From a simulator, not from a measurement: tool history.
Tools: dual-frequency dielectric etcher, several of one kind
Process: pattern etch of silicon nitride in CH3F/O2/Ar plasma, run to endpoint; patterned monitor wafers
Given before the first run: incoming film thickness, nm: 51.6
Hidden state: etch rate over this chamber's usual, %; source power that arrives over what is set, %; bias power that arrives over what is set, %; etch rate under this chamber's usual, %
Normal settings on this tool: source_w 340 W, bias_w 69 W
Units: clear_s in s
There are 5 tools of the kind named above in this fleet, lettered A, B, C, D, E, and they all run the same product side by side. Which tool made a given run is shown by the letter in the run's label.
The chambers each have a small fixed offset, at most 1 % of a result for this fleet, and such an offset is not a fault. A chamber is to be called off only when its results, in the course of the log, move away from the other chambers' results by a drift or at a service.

| run | day | source_w | bias_w | hours since the last wet clean | hours since the last source power generator calibration | hours since the last bias power generator calibration | clear_s |
|---|---|---|---|---|---|---|---|
|  | 0.042 | chamber E: wet clean of the chamber |
| 1E | 0.246 | 340 | 69 | 4.9 | 654.6 | 2014.6 | 79.776 |
| 2D | 0.458 | 340 | 69 | 42.8 | 738.8 | 1683.7 | 81.703 |
| 3B | 0.642 | 340 | 69 | 210.0 | 542.6 | 4757.7 | 80.153 |
| 4A | 0.788 | 340 | 69 | 435.1 | 2127.4 | 995.0 | 79.746 |
| 5C | 1.029 | 340 | 69 | 281.0 | 1769.4 | 104.5 | 80.233 |
| 6E | 1.146 | 340 | 69 | 26.5 | 676.2 | 2036.2 | 81.208 |
| 7C | 1.379 | 340 | 69 | 289.4 | 1777.8 | 112.9 | 80.474 |
| 8A | 1.550 | 340 | 69 | 453.4 | 2145.7 | 1013.3 | 80.471 |
| 9D | 1.662 | 340 | 69 | 71.7 | 767.7 | 1712.6 | 80.051 |
| 10B | 1.833 | 340 | 69 | 238.6 | 571.2 | 4786.3 | 79.948 |
| 11E | 1.971 | 340 | 69 | 46.3 | 696.0 | 2056.0 | 79.573 |
| 12D | 2.171 | 340 | 69 | 83.9 | 779.9 | 1724.8 | 81.157 |
| 13A | 2.375 | 340 | 69 | 473.2 | 2165.5 | 1033.1 | 80.301 |
| 14C | 2.571 | 340 | 69 | 318.0 | 1806.4 | 141.5 | 81.604 |
| 15B | 2.750 | 340 | 69 | 260.6 | 593.2 | 4808.3 | 80.703 |
| 16D | 2.896 | 340 | 69 | 101.3 | 797.3 | 1742.2 | 81.853 |
| 17C | 3.062 | 340 | 69 | 329.8 | 1818.2 | 153.3 | 80.335 |
| 18B | 3.242 | 340 | 69 | 272.4 | 605.0 | 4820.1 | 80.109 |
| 19A | 3.454 | 340 | 69 | 499.1 | 2191.4 | 1059.0 | 79.153 |
| 20E | 3.575 | 340 | 69 | 84.8 | 734.5 | 2094.5 | 80.298 |
| 21A | 3.800 | 340 | 69 | 507.4 | 2199.7 | 1067.3 | 79.660 |
| 22C | 4.004 | 340 | 69 | 352.4 | 1840.8 | 175.9 | 80.068 |
| 23B | 4.162 | 340 | 69 | 294.5 | 627.1 | 4842.2 | 80.397 |
| 24E | 4.312 | 340 | 69 | 102.5 | 752.2 | 2112.2 | 80.086 |
| 25D | 4.512 | 340 | 62 | 140.1 | 836.1 | 1781.0 | 83.665 |
| 26A | 4.642 | 340 | 62 | 527.6 | 2219.9 | 1087.5 | 82.762 |
| 27C | 4.779 | 340 | 62 | 371.0 | 1859.4 | 194.5 | 84.359 |
| 28E | 4.892 | 340 | 62 | 116.4 | 766.1 | 2126.1 | 83.392 |
| 29D | 5.046 | 340 | 62 | 152.9 | 848.9 | 1793.8 | 83.951 |
| 30B | 5.267 | 370 | 69 | 321.0 | 653.6 | 4868.7 | 78.604 |
| 31D | 5.492 | 370 | 69 | 163.6 | 859.6 | 1804.5 | 78.266 |
| 32C | 5.654 | 370 | 69 | 392.0 | 1880.4 | 215.5 | 78.282 |

What goes on in this fleet: one chamber off, a drifting gauge, or nothing beyond the chambers' own small offsets? Name the chamber and the cause, if any.

All chambers stay in line apart from their small fixed offsets, and the gauge does not drift.
